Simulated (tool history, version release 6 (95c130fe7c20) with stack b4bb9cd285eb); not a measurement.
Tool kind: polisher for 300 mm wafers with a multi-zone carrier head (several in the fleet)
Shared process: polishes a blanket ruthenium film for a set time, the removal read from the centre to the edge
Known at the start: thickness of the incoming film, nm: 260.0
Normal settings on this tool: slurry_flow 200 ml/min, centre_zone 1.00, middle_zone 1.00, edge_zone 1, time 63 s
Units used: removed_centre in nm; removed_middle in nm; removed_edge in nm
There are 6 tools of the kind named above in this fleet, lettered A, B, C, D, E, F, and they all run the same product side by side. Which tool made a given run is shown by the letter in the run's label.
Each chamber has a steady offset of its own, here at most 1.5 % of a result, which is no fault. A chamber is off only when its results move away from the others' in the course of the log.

-- hour=1.4 chamber A: centre zone pressure recalibrated
run 1A hour=5.3 | slurry_flow=200 centre_zone=1.00 middle_zone=1.00 edge_zone=1 time=63 | removed_centre=60.906 removed_middle=60.125 removed_edge=60.017
run 2F hour=11.8 | slurry_flow=200 centre_zone=1.00 middle_zone=1.00 edge_zone=1 time=63 | removed_centre=60.080 removed_middle=61.452 removed_edge=60.360
-- hour=15.6 chamber D: worn pad replaced by a new one
run 3D hour=16.8 | slurry_flow=200 centre_zone=1.00 middle_zone=1.00 edge_zone=1 time=63 | removed_centre=60.744 removed_middle=60.542 removed_edge=60.368
-- hour=16.9 chamber D: slurry nozzle cleaned
run 4B hour=21.1 | slurry_flow=200 centre_zone=1.00 middle_zone=1.00 edge_zone=1 time=63 | removed_centre=62.146 removed_middle=58.993 removed_edge=61.105
-- hour=25.8 chamber D: edge zone pressure recalibrated
run 5C hour=27.3 | slurry_flow=200 centre_zone=1.00 middle_zone=1.00 edge_zone=1 time=63 | removed_centre=61.063 removed_middle=59.906 removed_edge=60.845
run 6E hour=31.8 | slurry_flow=200 centre_zone=1.00 middle_zone=1.00 edge_zone=1 time=73 | removed_centre=69.789 removed_middle=71.309 removed_edge=71.025
run 7E hour=38.4 | slurry_flow=200 centre_zone=1.00 middle_zone=1.00 edge_zone=1 time=73 | removed_centre=69.340 removed_middle=70.337 removed_edge=72.501
-- hour=39.2 chamber F: worn pad replaced by a new one
run 8B hour=41.5 | slurry_flow=200 centre_zone=1.00 middle_zone=1.00 edge_zone=1 time=73 | removed_centre=70.396 removed_middle=71.016 removed_edge=69.275
run 9D hour=44.6 | slurry_flow=200 centre_zone=1.00 middle_zone=1.00 edge_zone=1 time=73 | removed_centre=70.196 removed_middle=68.018 removed_edge=70.759
run 10A hour=50.6 | slurry_flow=200 centre_zone=1.00 middle_zone=1.00 edge_zone=1 time=73 | removed_centre=69.758 removed_middle=70.607 removed_edge=69.282
-- hour=52.5 chamber A: worn pad replaced by a new one
run 11F hour=55.0 | slurry_flow=200 centre_zone=1.00 middle_zone=1.00 edge_zone=1 time=73 | removed_centre=69.467 removed_middle=70.564 removed_edge=69.564
run 12C hour=58.6 | slurry_flow=200 centre_zone=1.00 middle_zone=1.00 edge_zone=1 time=63 | removed_centre=61.226 removed_middle=62.836 removed_edge=60.412
run 13C hour=62.1 | slurry_flow=200 centre_zone=1.00 middle_zone=1.00 edge_zone=1 time=63 | removed_centre=61.903 removed_middle=61.234 removed_edge=60.644
run 14D hour=66.2 | slurry_flow=200 centre_zone=1.00 middle_zone=1.00 edge_zone=1 time=63 | removed_centre=61.537 removed_middle=61.099 removed_edge=61.466
run 15E hour=70.7 | slurry_flow=200 centre_zone=1.00 middle_zone=1.00 edge_zone=1 time=63 | removed_centre=61.262 removed_middle=62.807 removed_edge=60.411
run 16A hour=76.0 | slurry_flow=200 centre_zone=1.00 middle_zone=0.94 edge_zone=1 time=42 | removed_centre=39.930 removed_middle=38.701 removed_edge=40.074
-- hour=77.3 chamber B: edge zone pressure recalibrated
run 17B hour=82.2 | slurry_flow=200 centre_zone=1.00 middle_zone=0.94 edge_zone=1 time=42 | removed_centre=40.542 removed_middle=37.983 removed_edge=39.920
run 18F hour=87.0 | slurry_flow=200 centre_zone=1.00 middle_zone=0.94 edge_zone=1 time=42 | removed_centre=40.285 removed_middle=38.550 removed_edge=39.648
run 19B hour=93.6 | slurry_flow=200 centre_zone=1.00 middle_zone=0.94 edge_zone=1 time=42 | removed_centre=40.272 removed_middle=37.648 removed_edge=40.546
-- hour=94.6 chamber B: centre zone pressure recalibrated
-- hour=96.2 chamber A: slurry nozzle cleaned
run 20D hour=98.0 | slurry_flow=200 centre_zone=1.00 middle_zone=0.94 edge_zone=1 time=42 | removed_centre=40.392 removed_middle=38.716 removed_edge=40.125
-- hour=100.3 chamber F: slurry nozzle cleaned
run 21A hour=101.5 | slurry_flow=200 centre_zone=1.00 middle_zone=0.94 edge_zone=1 time=42 | removed_centre=40.782 removed_middle=39.291 removed_edge=40.419
run 22E hour=105.0 | slurry_flow=200 centre_zone=1.00 middle_zone=1.00 edge_zone=1 time=63 | removed_centre=61.150 removed_middle=59.561 removed_edge=61.868
-- hour=107.5 chamber B: worn pad replaced by a new one
run 23F hour=108.1 | slurry_flow=200 centre_zone=1.00 middle_zone=1.00 edge_zone=1 time=63 | removed_centre=61.308 removed_middle=60.241 removed_edge=61.149
run 24C hour=111.9 | slurry_flow=200 centre_zone=1.00 middle_zone=1.00 edge_zone=1 time=63 | removed_centre=60.070 removed_middle=61.420 removed_edge=61.077
-- hour=115.1 chamber F: edge zone pressure recalibrated
run 25D hour=115.7 | slurry_flow=200 centre_zone=1.00 middle_zone=1.00 edge_zone=1 time=63 | removed_centre=61.352 removed_middle=58.890 removed_edge=59.868
run 26A hour=120.0 | slurry_flow=200 centre_zone=1.00 middle_zone=1.00 edge_zone=1 time=63 | removed_centre=61.504 removed_middle=60.486 removed_edge=61.447
-- hour=121.5 chamber C: worn pad replaced by a new one
run 27F hour=124.4 | slurry_flow=200 centre_zone=1.00 middle_zone=1.00 edge_zone=1 time=63 | removed_centre=61.330 removed_middle=59.402 removed_edge=60.579
-- hour=129.2 chamber D: worn pad replaced by a new one
run 28B hour=130.2 | slurry_flow=245 centre_zone=0.96 middle_zone=1.00 edge_zone=1 time=63 | removed_centre=54.941 removed_middle=63.062 removed_edge=61.556
-- hour=131.7 chamber A: worn pad replaced by a new one
run 29C hour=134.9 | slurry_flow=245 centre_zone=0.96 middle_zone=1.00 edge_zone=1 time=63 | removed_centre=60.869 removed_middle=61.635 removed_edge=63.135
run 30E hour=140.7 | slurry_flow=245 centre_zone=0.96 middle_zone=1.00 edge_zone=1 time=63 | removed_centre=59.991 removed_middle=63.172 removed_edge=62.416
-- hour=143.1 chamber F: worn pad replaced by a new one
run 31D hour=145.7 | slurry_flow=245 centre_zone=0.96 middle_zone=1.00 edge_zone=1 time=63 | removed_centre=60.219 removed_middle=62.641 removed_edge=61.553
-- hour=150.7 chamber C: slurry nozzle cleaned
run 32E hour=151.3 | slurry_flow=245 centre_zone=0.96 middle_zone=1.00 edge_zone=1 time=63 | removed_centre=60.060 removed_middle=62.562 removed_edge=61.838
run 33C hour=154.7 | slurry_flow=245 centre_zone=0.96 middle_zone=1.00 edge_zone=1 time=63 | removed_centre=59.707 removed_middle=62.524 removed_edge=61.629
run 34A hour=157.6 | slurry_flow=200 centre_zone=1.00 middle_zone=1.00 edge_zone=1 time=63 | removed_centre=62.229 removed_middle=60.414 removed_edge=60.403
run 35B hour=161.3 | slurry_flow=200 centre_zone=1.00 middle_zone=1.00 edge_zone=1 time=63 | removed_centre=56.940 removed_middle=59.557 removed_edge=60.101
run 36F hour=164.8 | slurry_flow=200 centre_zone=1.00 middle_zone=1.00 edge_zone=1 time=63 | removed_centre=60.620 removed_middle=59.987 removed_edge=60.425
run 37E hour=169.2 | slurry_flow=200 centre_zone=1.00 middle_zone=1.00 edge_zone=1 time=63 | removed_centre=60.815 removed_middle=60.888 removed_edge=61.208
run 38C hour=174.5 | slurry_flow=200 centre_zone=0.95 middle_zone=1.00 edge_zone=1 time=55 | removed_centre=51.200 removed_middle=53.819 removed_edge=52.682
run 39B hour=180.3 | slurry_flow=200 centre_zone=0.95 middle_zone=1.00 edge_zone=1 time=55 | removed_centre=46.813 removed_middle=53.962 removed_edge=52.130
run 40F hour=185.0 | slurry_flow=200 centre_zone=0.95 middle_zone=1.00 edge_zone=1 time=55 | removed_centre=50.544 removed_middle=51.723 removed_edge=52.474

Is one chamber off against the others, does the gauge drift, or is nothing wrong? If a chamber is off, say which, and what the likeliest cause is.

After it was serviced, chamber B no longer matches the other chambers.
Most likely cause: centre zone's pressure below its setpoint, % = 6.94.

Below are 4 candidate recipes for chamber B's next run, each the usual settings with a change, their results shown as question marks. Which of them brings B's results back in line with what the other chambers give on the usual settings?
Allowed miss from the other chambers' usual-settings mean, per result, to count as in line: removed_centre 2.600 nm; removed_middle 3.000 nm; removed_edge 2.600 nm
run 41B-1 hour=189.7 | slurry_flow=195 centre_zone=0.94 middle_zone=1.01 edge_zone=1.02 time=62 | removed_centre=? removed_middle=? removed_edge=?
run 41B-2 hour=189.7 | slurry_flow=210 centre_zone=1.11 middle_zone=0.98 edge_zone=0.96 time=65 | removed_centre=? removed_middle=? removed_edge=?
run 41B-3 hour=189.7 | slurry_flow=190 centre_zone=0.89 middle_zone=1.02 edge_zone=1.04 time=61 | removed_centre=? removed_middle=? removed_edge=?
run 41B-4 hour=189.7 | slurry_flow=205 centre_zone=1.06 middle_zone=0.99 edge_zone=0.98 time=64 | removed_centre=? removed_middle=? removed_edge=?

Average result of the remaining chambers running the usual settings: removed_centre 60.925 nm; removed_middle 60.865 nm; removed_edge 60.779 nm
run=41B-1 removed_centre=51.064 removed_middle=59.379 removed_edge=60.304
run=41B-2 removed_centre=65.109 removed_middle=61.191 removed_edge=61.760
run=41B-3 removed_centre=47.052 removed_middle=58.723 removed_edge=59.765
run=41B-4 removed_centre=60.711 removed_middle=60.609 removed_edge=61.301
The answer is 41B-4, which returns the chamber to within the allowed miss of the others.
